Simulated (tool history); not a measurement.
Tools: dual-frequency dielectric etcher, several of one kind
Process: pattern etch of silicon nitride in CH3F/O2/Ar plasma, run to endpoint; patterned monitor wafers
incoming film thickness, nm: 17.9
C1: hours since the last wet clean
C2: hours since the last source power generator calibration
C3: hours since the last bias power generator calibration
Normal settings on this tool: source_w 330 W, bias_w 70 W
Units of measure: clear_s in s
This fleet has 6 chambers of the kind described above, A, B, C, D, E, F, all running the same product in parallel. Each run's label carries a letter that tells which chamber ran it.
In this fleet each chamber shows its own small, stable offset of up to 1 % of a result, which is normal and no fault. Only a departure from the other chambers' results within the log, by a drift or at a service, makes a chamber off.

run 1D hour=9.4 | source_w=330 bias_w=70 | C1=478.7 C2=2931.0 C3=1956.5 | clear_s=28.028
run 2F hour=14.9 | source_w=330 bias_w=70 | C1=347.1 C2=3074.1 C3=133.6 | clear_s=28.191
run 3B hour=19.2 | source_w=330 bias_w=70 | C1=601.0 C2=2846.6 C3=1387.1 | clear_s=28.029
run 4C hour=25.2 | source_w=330 bias_w=70 | C1=108.6 C2=3530.6 C3=174.3 | clear_s=28.217
-- hour=25.5 chamber D: wet clean of the chamber
run 5E hour=32.8 | source_w=330 bias_w=70 | C1=96.0 C2=2063.0 C3=186.4 | clear_s=27.884
run 6A hour=40.0 | source_w=330 bias_w=70 | C1=449.4 C2=3213.0 C3=398.0 | clear_s=28.106
run 7C hour=45.8 | source_w=330 bias_w=70 | C1=129.2 C2=3551.2 C3=194.9 | clear_s=28.146
run 8A hour=50.6 | source_w=330 bias_w=70 | C1=460.0 C2=3223.6 C3=408.6 | clear_s=28.216
run 9B hour=60.3 | source_w=330 bias_w=70 | C1=642.1 C2=2887.7 C3=1428.2 | clear_s=28.267
run 10E hour=64.9 | source_w=330 bias_w=70 | C1=128.1 C2=2095.1 C3=218.5 | clear_s=27.847
run 11F hour=72.5 | source_w=330 bias_w=70 | C1=404.7 C2=3131.7 C3=191.2 | clear_s=28.139
run 12D hour=79.8 | source_w=330 bias_w=70 | C1=54.3 C2=3001.4 C3=2026.9 | clear_s=28.053
run 13B hour=87.2 | source_w=330 bias_w=70 | C1=669.0 C2=2914.6 C3=1455.1 | clear_s=28.035
run 14A hour=93.2 | source_w=330 bias_w=61 | C1=502.6 C2=3266.2 C3=451.2 | clear_s=29.685
run 15F hour=99.8 | source_w=330 bias_w=61 | C1=432.0 C2=3159.0 C3=218.5 | clear_s=29.841
run 16E hour=105.0 | source_w=330 bias_w=61 | C1=168.2 C2=2135.2 C3=258.6 | clear_s=29.509
run 17C hour=114.9 | source_w=330 bias_w=61 | C1=198.3 C2=3620.3 C3=264.0 | clear_s=29.683
run 18D hour=121.8 | source_w=330 bias_w=61 | C1=96.3 C2=3043.4 C3=2068.9 | clear_s=29.589
-- hour=123.7 chamber B: wet clean of the chamber
run 19F hour=128.3 | source_w=330 bias_w=61 | C1=460.5 C2=3187.5 C3=247.0 | clear_s=29.623
run 20B hour=136.6 | source_w=330 bias_w=70 | C1=13.0 C2=2964.0 C3=1504.5 | clear_s=28.062
run 21E hour=144.7 | source_w=330 bias_w=70 | C1=207.9 C2=2174.9 C3=298.3 | clear_s=27.906
-- hour=145.1 chamber A: wet clean of the chamber
run 22A hour=153.5 | source_w=330 bias_w=70 | C1=8.4 C2=3326.5 C3=511.5 | clear_s=29.497
run 23D hour=163.0 | source_w=270 bias_w=86 | C1=137.5 C2=3084.6 C3=2110.1 | clear_s=28.384
run 24C hour=171.5 | source_w=270 bias_w=86 | C1=254.9 C2=3676.9 C3=320.6 | clear_s=28.122
run 25D hour=179.4 | source_w=270 bias_w=86 | C1=153.9 C2=3101.0 C3=2126.5 | clear_s=28.190
run 26C hour=186.3 | source_w=270 bias_w=86 | C1=269.7 C2=3691.7 C3=335.4 | clear_s=28.328
run 27E hour=194.9 | source_w=270 bias_w=86 | C1=258.1 C2=2225.1 C3=348.5 | clear_s=27.872
-- hour=196.5 chamber F: wet clean of the chamber
run 28B hour=202.2 | source_w=270 bias_w=86 | C1=78.6 C2=3029.6 C3=1570.1 | clear_s=28.070
run 29A hour=209.8 | source_w=330 bias_w=70 | C1=64.7 C2=3382.8 C3=567.8 | clear_s=29.295
run 30F hour=218.9 | source_w=330 bias_w=70 | C1=22.4 C2=3278.1 C3=337.6 | clear_s=28.074
run 31C hour=226.8 | source_w=330 bias_w=70 | C1=310.2 C2=3732.2 C3=375.9 | clear_s=28.250
run 32D hour=234.5 | source_w=330 bias_w=70 | C1=209.0 C2=3156.1 C3=2181.6 | clear_s=28.374
run 33E hour=238.8 | source_w=330 bias_w=70 | C1=302.0 C2=2269.0 C3=392.4 | clear_s=27.939
run 34B hour=248.5 | source_w=330 bias_w=70 | C1=124.9 C2=3075.9 C3=1616.4 | clear_s=28.163
run 35F hour=257.0 | source_w=330 bias_w=70 | C1=60.5 C2=3316.2 C3=375.7 | clear_s=28.207
run 36A hour=262.5 | source_w=330 bias_w=70 | C1=117.4 C2=3435.5 C3=620.5 | clear_s=29.533
run 37C hour=271.3 | source_w=330 bias_w=70 | C1=354.7 C2=3776.7 C3=420.4 | clear_s=28.329
run 38B hour=280.8 | source_w=330 bias_w=70 | C1=157.2 C2=3108.2 C3=1648.7 | clear_s=28.174

Read the log: is a single chamber off, either drifting away or since a service, is the gauge that measures every chamber drifting, or is nothing wrong beyond small per-chamber offsets? Name any odd chamber and what most likely caused it.

The work done on chamber A during a service left it standing apart from the others.
Cause: etch rate under this chamber's usual, % = 4.47.

Which of the 4 candidates below, each the usual settings with something changed and its results left as question marks, puts chamber A back in line with what the other chambers give on the usual settings?
In line means no further than this from the other chambers' mean on the usual settings: clear_s 0.430 s
run 39A-1 hour=287.9 | source_w=320 bias_w=68 | clear_s=?
run 39A-2 hour=287.9 | source_w=350 bias_w=70 | clear_s=?
run 39A-3 hour=287.9 | source_w=310 bias_w=65 | clear_s=?
run 39A-4 hour=287.9 | source_w=330 bias_w=80 | clear_s=?

On the usual settings, the other chambers give on average: clear_s 28.164 s
run=39A-1 clear_s=30.161
run=39A-2 clear_s=28.867
run=39A-3 clear_s=31.000
run=39A-4 clear_s=28.173
With 39A-4, the chamber falls back in line with the rest.

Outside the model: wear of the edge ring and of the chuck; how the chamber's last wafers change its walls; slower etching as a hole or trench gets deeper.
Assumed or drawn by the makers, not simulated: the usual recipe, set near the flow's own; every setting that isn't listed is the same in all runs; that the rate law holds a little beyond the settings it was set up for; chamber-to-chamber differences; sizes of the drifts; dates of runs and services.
